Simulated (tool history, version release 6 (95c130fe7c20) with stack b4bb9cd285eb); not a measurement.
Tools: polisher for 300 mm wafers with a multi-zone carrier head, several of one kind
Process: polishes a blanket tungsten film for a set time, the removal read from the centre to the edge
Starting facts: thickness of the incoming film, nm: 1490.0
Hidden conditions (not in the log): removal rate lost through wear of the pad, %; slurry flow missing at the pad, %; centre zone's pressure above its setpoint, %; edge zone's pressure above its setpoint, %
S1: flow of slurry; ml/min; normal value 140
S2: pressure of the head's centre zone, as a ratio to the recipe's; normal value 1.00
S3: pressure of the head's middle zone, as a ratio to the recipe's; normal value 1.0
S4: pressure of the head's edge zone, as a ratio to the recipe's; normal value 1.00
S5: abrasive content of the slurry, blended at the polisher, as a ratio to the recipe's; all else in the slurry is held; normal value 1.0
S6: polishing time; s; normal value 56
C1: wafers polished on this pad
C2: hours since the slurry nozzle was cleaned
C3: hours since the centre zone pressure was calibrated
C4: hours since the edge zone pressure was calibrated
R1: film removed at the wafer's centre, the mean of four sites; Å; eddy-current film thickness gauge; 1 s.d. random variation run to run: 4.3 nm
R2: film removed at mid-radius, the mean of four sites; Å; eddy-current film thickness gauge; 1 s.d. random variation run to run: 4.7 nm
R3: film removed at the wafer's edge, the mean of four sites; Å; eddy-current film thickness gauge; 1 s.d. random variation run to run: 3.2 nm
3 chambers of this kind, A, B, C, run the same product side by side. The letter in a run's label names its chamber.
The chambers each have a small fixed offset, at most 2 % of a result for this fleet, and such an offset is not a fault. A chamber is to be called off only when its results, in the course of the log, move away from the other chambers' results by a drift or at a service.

run	day	S1	S2	S3	S4	S5	S6	C1	C2	C3	C4	R1	R2	R3
1A	0.321	140	1.00	1.0	1.00	1.0	56	682	47.9	314.4	605.3	3206.4	3183.0	3264.1
2B	0.642	140	1.00	1.0	1.00	1.0	56	592	268.3	1247.9	334.7	3259.6	3218.4	3268.4
3C	0.917	140	1.00	1.0	1.00	1.0	56	1152	88.5	102.3	664.7	3104.0	3276.4	3258.3
# day 1.117: chamber B: worn pad replaced by a new one
4A	1.346	140	1.00	1.0	1.00	1.0	56	1064	72.5	339.0	629.9	3184.2	3246.1	3245.6
# day 1.562: chamber A: worn pad replaced by a new one
5B	1.567	140	1.00	1.0	1.00	1.0	56	169	290.5	1270.1	356.9	3160.9	3186.4	3212.3
6C	1.892	140	1.00	1.0	1.00	1.0	56	1516	111.9	125.7	688.1	3213.9	3222.6	3201.7
7C	2.150	140	1.00	1.0	1.00	1.0	56	1612	118.1	131.9	694.3	3268.7	3233.3	3181.2
8A	2.446	140	1.00	1.0	1.00	1.0	56	330	98.9	365.4	656.3	3141.6	3301.8	3245.9
9B	2.804	140	1.00	1.0	1.00	1.0	56	630	320.2	1299.8	386.6	3166.2	3244.5	3222.4
# day 2.971: chamber A: edge zone pressure recalibrated
10A	3.088	140	1.00	1.0	1.00	1.0	56	570	114.3	380.8	2.9	3177.9	3296.1	3228.4
# day 3.246: chamber B: worn pad replaced by a new one
11B	3.458	140	1.00	1.0	1.00	1.0	56	79	335.9	1315.5	402.3	3116.0	3252.7	3206.7
12C	3.808	140	1.00	1.0	1.00	1.0	56	2231	157.9	171.7	734.1	3144.3	3165.5	3108.3
# day 3.883: chamber C: edge zone pressure recalibrated
13B	4.221	140	1.00	1.0	1.00	1.0	56	364	354.2	1333.8	420.6	3265.4	3263.2	3229.6
14A	4.421	140	1.00	1.0	1.00	1.0	56	1067	146.3	412.8	34.9	3184.6	3286.2	3237.7
# day 4.696: chamber A: worn pad replaced by a new one
15C	4.817	140	1.00	1.0	1.00	1.0	56	2608	182.1	195.9	22.5	3128.1	3074.3	3051.3
16B	5.117	140	1.00	0.9	1.00	1.2	56	698	375.7	1355.3	442.1	3342.6	3122.9	3364.5
# day 5.462: chamber B: worn pad replaced by a new one
17C	5.483	140	1.00	0.9	1.00	1.2	56	2856	198.1	211.9	38.5	3175.6	2961.1	3219.8
18A	5.858	140	1.00	0.9	1.00	1.2	56	435	180.8	447.3	69.4	3303.8	3062.8	3447.4
19B	6.162	140	1.00	1.0	1.00	1.0	56	261	400.8	1380.4	467.2	3249.3	3310.5	3285.7
20A	6.375	140	1.00	1.0	1.00	1.0	56	628	193.2	459.7	81.8	3130.6	3185.2	3294.9
21C	6.754	140	1.00	1.0	1.00	1.0	56	3331	228.6	242.4	69.0	3021.8	2979.9	3009.8
22B	6.954	140	1.00	1.0	1.00	1.0	56	556	419.8	1399.4	486.2	3288.9	3261.3	3229.6
# day 7.171: chamber A: worn pad replaced by a new one
23C	7.250	140	1.06	1.0	0.96	1.0	56	3516	240.5	254.3	80.9	3118.9	3037.6	2924.9
# day 7.429: chamber B: worn pad replaced by a new one
24A	7.692	140	1.06	1.0	0.96	1.0	56	195	224.8	491.3	113.4	3294.3	3233.2	3220.9
25A	8.092	140	1.06	1.0	0.96	1.0	56	344	234.4	500.9	123.0	3414.1	3306.5	3264.1
# day 8.167: chamber B: centre zone pressure recalibrated
26B	8.350	140	1.00	1.0	1.00	1.0	56	344	453.3	4.4	519.7	3184.3	3210.3	3222.5
27C	8.550	140	1.00	1.0	1.00	1.0	56	4001	271.7	285.5	112.1	2978.7	3046.6	2966.0
28A	8.783	140	1.00	1.0	1.00	1.0	56	602	251.0	517.5	139.6	3219.4	3305.7	3286.8
29B	8.992	140	1.00	1.0	1.00	1.0	56	583	468.7	19.8	535.1	3190.0	3192.4	3194.7
# day 9.046: chamber B: slurry nozzle cleaned
# day 9.054: chamber A: centre zone pressure recalibrated
30C	9.188	140	1.00	1.0	1.00	1.0	56	4239	287.0	300.8	127.4	2952.0	2964.7	2989.5
# day 9.462: chamber B: worn pad replaced by a new one
31C	9.546	140	1.00	1.0	1.00	1.0	56	4372	295.6	309.4	136.0	2934.3	2963.7	2919.9
32B	9.883	140	1.00	1.0	1.00	1.0	56	157	20.2	41.2	556.5	3181.6	3285.3	3214.7
33A	10.088	140	1.00	1.0	1.00	1.0	56	1089	282.3	24.9	170.9	3124.2	3198.0	3280.2

Decide between three cases: one chamber stands off from its peers, the gauge reading all wafers drifts, or nothing is wrong past each chamber's small offset. Where a chamber is off, say which and what most likely put it there.

One chamber, C, drifts off from the rest bit by bit.
Cause: removal rate lost through wear of the pad, % = 9.44.
Not necessarily distinguishable in this log from: slurry flow missing at the pad, %.

Which of the 4 candidates below, each the usual settings with something changed and its results left as question marks, puts chamber C back in line with what the other chambers give on the usual settings?
Maximum distance from the other chambers' mean on the usual settings for a result to count as in line: R1 150.0 Å; R2 170.0 Å; R3 110.0 Å
34C-1	10.412	140	0.99	1.00	1.01	1.00	62					?	?	?
34C-2	10.412	145	0.98	1.01	1.01	1.05	67					?	?	?
34C-3	10.412	140	1.02	0.99	0.99	0.95	47					?	?	?
34C-4	10.412	140	1.01	0.99	0.99	1.00	51					?	?	?

Other chambers, usual settings, mean: R1 3194.5 Å; R2 3257.0 Å; R3 3247.3 Å
run	R1	R2	R3
34C-1	3189.2	3253.8	3258.1
34C-2	3475.6	3614.5	3578.9
34C-3	2466.8	2414.3	2415.0
34C-4	2680.7	2652.0	2652.6
The right change is 34C-1: it brings the chamber back within the allowed miss of the others.
